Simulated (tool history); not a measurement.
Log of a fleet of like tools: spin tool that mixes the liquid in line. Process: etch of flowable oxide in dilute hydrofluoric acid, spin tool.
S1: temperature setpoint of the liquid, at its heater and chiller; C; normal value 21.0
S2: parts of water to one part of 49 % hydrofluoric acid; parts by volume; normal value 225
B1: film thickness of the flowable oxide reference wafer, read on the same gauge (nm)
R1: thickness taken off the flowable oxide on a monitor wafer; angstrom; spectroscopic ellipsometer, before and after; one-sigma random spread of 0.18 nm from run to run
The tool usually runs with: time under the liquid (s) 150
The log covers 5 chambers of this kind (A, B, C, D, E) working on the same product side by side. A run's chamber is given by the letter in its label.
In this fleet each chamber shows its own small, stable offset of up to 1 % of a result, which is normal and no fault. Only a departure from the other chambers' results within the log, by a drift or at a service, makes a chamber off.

Run 1D, hour 5.8: usual settings; B1 59.992. Result: R1 291.88 angstrom.
Run 2E, hour 10.9: usual settings; B1 59.980. Result: R1 292.55 angstrom.
Run 3B, hour 14.4: usual settings; B1 60.043. Result: R1 294.38 angstrom.
Run 4C, hour 20.0: usual settings; B1 60.026. Result: R1 290.87 angstrom.
Run 5A, hour 25.5: usual settings; B1 59.993. Result: R1 291.53 angstrom.
At hour 28.7: chamber C: thermometer replaced.
Run 6E, hour 30.5: usual settings; B1 59.983. Result: R1 291.56 angstrom.
Run 7A, hour 34.7: usual settings but S1 24.5 C, S2 135 parts by volume; B1 59.992. Result: R1 620.36 angstrom.
Run 8D, hour 39.9: usual settings but S1 24.5 C, S2 135 parts by volume; B1 59.977. Result: R1 615.08 angstrom.
Run 9C, hour 45.1: usual settings but S1 24.5 C, S2 135 parts by volume; B1 60.018. Result: R1 613.02 angstrom.
Run 10B, hour 48.9: usual settings but S1 24.5 C, S2 135 parts by volume; B1 60.026. Result: R1 613.50 angstrom.
Run 11D, hour 52.0: usual settings but S1 24.5 C, S2 135 parts by volume; B1 59.989. Result: R1 606.45 angstrom.
Run 12E, hour 54.9: usual settings; B1 60.065. Result: R1 292.47 angstrom.
Run 13A, hour 59.7: usual settings; B1 60.019. Result: R1 292.64 angstrom.
Run 14B, hour 65.5: usual settings; B1 59.983. Result: R1 292.93 angstrom.
Run 15C, hour 70.9: usual settings; B1 60.002. Result: R1 287.44 angstrom.
Run 16D, hour 76.8: usual settings; B1 59.997. Result: R1 288.27 angstrom.
Run 17B, hour 79.6: usual settings but S2 125 parts by volume, time under the liquid (s) 195; B1 60.015. Result: R1 759.39 angstrom.
Run 18C, hour 85.0: usual settings but S2 125 parts by volume, time under the liquid (s) 195; B1 60.028. Result: R1 745.56 angstrom.
Run 19E, hour 87.6: usual settings but S2 125 parts by volume, time under the liquid (s) 195; B1 60.002. Result: R1 775.00 angstrom.
Run 20A, hour 90.8: usual settings but S2 125 parts by volume, time under the liquid (s) 195; B1 60.033. Result: R1 758.68 angstrom.
Run 21C, hour 94.6: usual settings but S2 125 parts by volume, time under the liquid (s) 195; B1 60.077. Result: R1 749.44 angstrom.
Run 22B, hour 97.3: usual settings; B1 60.083. Result: R1 292.35 angstrom.
Run 23A, hour 101.9: usual settings; B1 59.997. Result: R1 292.75 angstrom.
Run 24D, hour 105.8: usual settings; B1 59.981. Result: R1 281.88 angstrom.
Run 25E, hour 110.7: usual settings; B1 59.990. Result: R1 293.84 angstrom.
Run 26E, hour 115.6: usual settings; B1 59.996. Result: R1 293.09 angstrom.
Run 27D, hour 120.7: usual settings; B1 60.002. Result: R1 279.18 angstrom.
Run 28A, hour 124.0: usual settings; B1 60.038. Result: R1 295.17 angstrom.
Run 29B, hour 129.8: usual settings; B1 59.983. Result: R1 290.50 angstrom.
Run 30C, hour 133.5: usual settings; B1 59.994. Result: R1 293.55 angstrom.
Run 31A, hour 139.3: usual settings; B1 60.011. Result: R1 293.26 angstrom.
Run 32E, hour 144.7: usual settings; B1 60.008. Result: R1 295.58 angstrom.
Run 33C, hour 147.8: usual settings; B1 59.992. Result: R1 291.02 angstrom.
Run 34D, hour 151.6: usual settings; B1 59.993. Result: R1 274.63 angstrom.
Run 35B, hour 154.5: usual settings; B1 59.966. Result: R1 288.34 angstrom.
Run 36E, hour 160.3: usual settings; B1 59.985. Result: R1 291.75 angstrom.
Run 37D, hour 164.3: usual settings; B1 59.981. Result: R1 271.99 angstrom.
Run 38A, hour 167.7: usual settings; B1 60.016. Result: R1 295.28 angstrom.

For the next run the whole fleet of 5 chambers uses the same settings. Give each chamber's results:
Run 39A, hour 172.1: usual settings. Result: R1 ?.
Run 39B, hour 172.1: usual settings. Result: R1 ?.
Run 39C, hour 172.1: usual settings. Result: R1 ?.
Run 39D, hour 172.1: usual settings. Result: R1 ?.
Run 39E, hour 172.1: usual settings. Result: R1 ?.

run      R1
39A  292.69
39B  291.03
39C  289.17
39D  272.62
39E  293.08

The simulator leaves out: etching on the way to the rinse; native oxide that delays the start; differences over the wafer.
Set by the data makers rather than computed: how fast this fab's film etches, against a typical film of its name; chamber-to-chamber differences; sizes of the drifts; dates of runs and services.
